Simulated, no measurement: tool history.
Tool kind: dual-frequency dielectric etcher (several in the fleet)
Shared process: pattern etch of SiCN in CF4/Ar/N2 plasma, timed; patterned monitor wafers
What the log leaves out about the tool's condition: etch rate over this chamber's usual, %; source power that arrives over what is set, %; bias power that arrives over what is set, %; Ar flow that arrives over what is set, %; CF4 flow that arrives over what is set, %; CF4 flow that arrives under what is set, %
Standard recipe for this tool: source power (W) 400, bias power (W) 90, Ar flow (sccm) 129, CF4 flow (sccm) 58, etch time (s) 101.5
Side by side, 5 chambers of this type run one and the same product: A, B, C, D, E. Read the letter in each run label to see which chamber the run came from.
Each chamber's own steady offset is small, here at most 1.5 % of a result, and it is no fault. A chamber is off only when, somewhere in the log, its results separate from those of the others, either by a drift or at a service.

run	hour	source power (W)	bias power (W)	Ar flow (sccm)	CF4 flow (sccm)	etch time (s)	hours since the last wet clean	hours since the last source power generator calibration	hours since the last bias power generator calibration	hours since the last Ar flow controller change	hours since the last CF4 flow controller change	read-back reference wafer on the same gauge, depth_nm	mean etch depth across the wafer (angstrom)
# hour 11.5: chamber C: Ar flow controller replaced
1D	13.2	400	90	129	58	101.5	158.4	2562.1	1132.6	1572.9	628.5	73.290	802.14
2B	20.7	400	90	129	58	101.5	41.1	2854.4	2970.7	1737.6	1407.6	73.334	796.09
3C	34.6	400	90	129	58	101.5	306.8	1807.6	3058.6	23.1	3330.3	73.351	804.03
4A	43.6	400	90	129	58	101.5	290.5	2676.3	2027.0	720.2	2077.2	73.342	811.08
5E	56.8	400	90	129	58	101.5	501.0	353.3	676.8	5290.8	5962.2	73.384	799.64
# hour 57.2: chamber E: wet clean of the chamber
6A	69.5	430	90	100	58	101.5	316.4	2702.2	2052.9	746.1	2103.1	73.368	897.22
7E	77.1	430	90	100	58	101.5	20.0	373.6	697.1	5311.1	5982.5	73.401	881.52
8D	88.5	430	90	100	58	101.5	233.7	2637.4	1207.9	1648.2	703.8	73.399	884.71
# hour 91.5: chamber C: source power generator calibrated
9C	100.9	430	90	100	58	101.5	373.1	9.5	3124.9	89.4	3396.6	73.426	891.22
10B	109.0	430	90	100	58	101.5	129.4	2942.7	3059.0	1825.9	1495.9	73.436	880.33
# hour 116.4: chamber C: wet clean of the chamber
11B	119.3	400	90	129	58	101.5	139.7	2953.0	3069.3	1836.2	1506.2	73.450	796.75
# hour 121.4: chamber E: CF4 flow controller replaced
12E	128.3	400	90	129	58	101.5	71.2	424.8	748.3	5362.3	7.0	73.444	797.60
13C	142.2	400	90	129	58	101.5	25.8	50.8	3166.2	130.7	3437.9	73.435	805.92
14A	152.7	400	90	129	58	101.5	399.6	2785.4	2136.1	829.3	2186.3	73.454	813.88
15D	161.8	400	90	129	58	101.5	307.0	2710.7	1281.2	1721.5	777.1	73.511	804.13
16E	170.6	400	90	129	58	101.5	113.5	467.1	790.6	5404.6	49.3	73.507	796.86
17D	179.3	400	90	129	58	101.5	324.5	2728.2	1298.7	1739.0	794.6	73.504	802.78
# hour 182.2: chamber A: wet clean of the chamber
18A	187.8	400	90	129	58	101.5	5.7	2820.5	2171.2	864.4	2221.4	73.506	812.13
19C	195.5	400	90	129	58	101.5	79.1	104.1	3219.5	184.0	3491.2	73.542	806.89
20B	205.9	400	90	129	58	101.5	226.3	3039.6	3155.9	1922.8	1592.8	73.552	796.62
21B	214.1	400	90	102	68	101.5	234.5	3047.8	3164.1	1931.0	1601.0	73.528	846.79
22D	228.3	400	90	102	68	101.5	373.5	2777.2	1347.7	1788.0	843.6	73.572	848.74
23E	239.8	400	90	102	68	101.5	182.7	536.3	859.8	5473.8	118.5	73.594	846.90
24A	251.2	400	90	102	68	101.5	69.1	2883.9	2234.6	927.8	2284.8	73.573	860.45
25C	259.6	400	90	102	68	101.5	143.2	168.2	3283.6	248.1	3555.3	73.586	855.42
26C	269.4	400	90	129	58	101.5	153.0	178.0	3293.4	257.9	3565.1	73.616	807.78
27A	278.9	400	90	129	58	101.5	96.8	2911.6	2262.3	955.5	2312.5	73.604	814.53
28E	292.6	400	90	129	58	101.5	235.5	589.1	912.6	5526.6	171.3	73.629	799.21
29D	305.8	400	90	129	58	101.5	451.0	2854.7	1425.2	1865.5	921.1	73.660	803.56
30B	315.5	400	90	129	58	101.5	335.9	3149.2	3265.5	2032.4	1702.4	73.652	801.03
31E	322.1	400	90	129	58	101.5	265.0	618.6	942.1	5556.1	200.8	73.638	798.34
32C	336.7	400	103	129	58	131.0	220.3	245.3	3360.7	325.2	3632.4	73.691	1100.80
33D	350.6	400	103	129	58	131.0	495.8	2899.5	1470.0	1910.3	965.9	73.674	1096.30
34A	360.2	400	103	129	58	131.0	178.1	2992.9	2343.6	1036.8	2393.8	73.728	1110.30
35B	367.7	400	103	129	58	131.0	388.1	3201.4	3317.7	2084.6	1754.6	73.709	1092.40
36B	375.2	400	103	129	58	131.0	395.6	3208.9	3325.2	2092.1	1762.1	73.766	1088.80
# hour 381.4: chamber D: wet clean of the chamber
37C	384.7	400	90	129	58	101.5	268.3	293.3	3408.7	373.2	3680.4	73.739	811.55
38D	399.0	400	90	129	58	101.5	17.7	2947.9	1518.4	1958.7	1014.3	73.742	804.58
39A	407.3	400	90	129	58	101.5	225.2	3040.0	2390.7	1083.9	2440.9	73.782	816.65
40E	420.6	400	90	129	58	101.5	363.5	717.1	1040.6	5654.6	299.3	73.769	802.60

Does one chamber stand apart from the rest, does the shared gauge drift, or is all well apart from small per-chamber offsets? Give the chamber and the most likely cause, where there is one.

No chamber is off; the gauge reading every chamber's wafers drifts, which makes the whole fleet appear to move together.
Most likely cause: gauge reads high (%) = 0.668.

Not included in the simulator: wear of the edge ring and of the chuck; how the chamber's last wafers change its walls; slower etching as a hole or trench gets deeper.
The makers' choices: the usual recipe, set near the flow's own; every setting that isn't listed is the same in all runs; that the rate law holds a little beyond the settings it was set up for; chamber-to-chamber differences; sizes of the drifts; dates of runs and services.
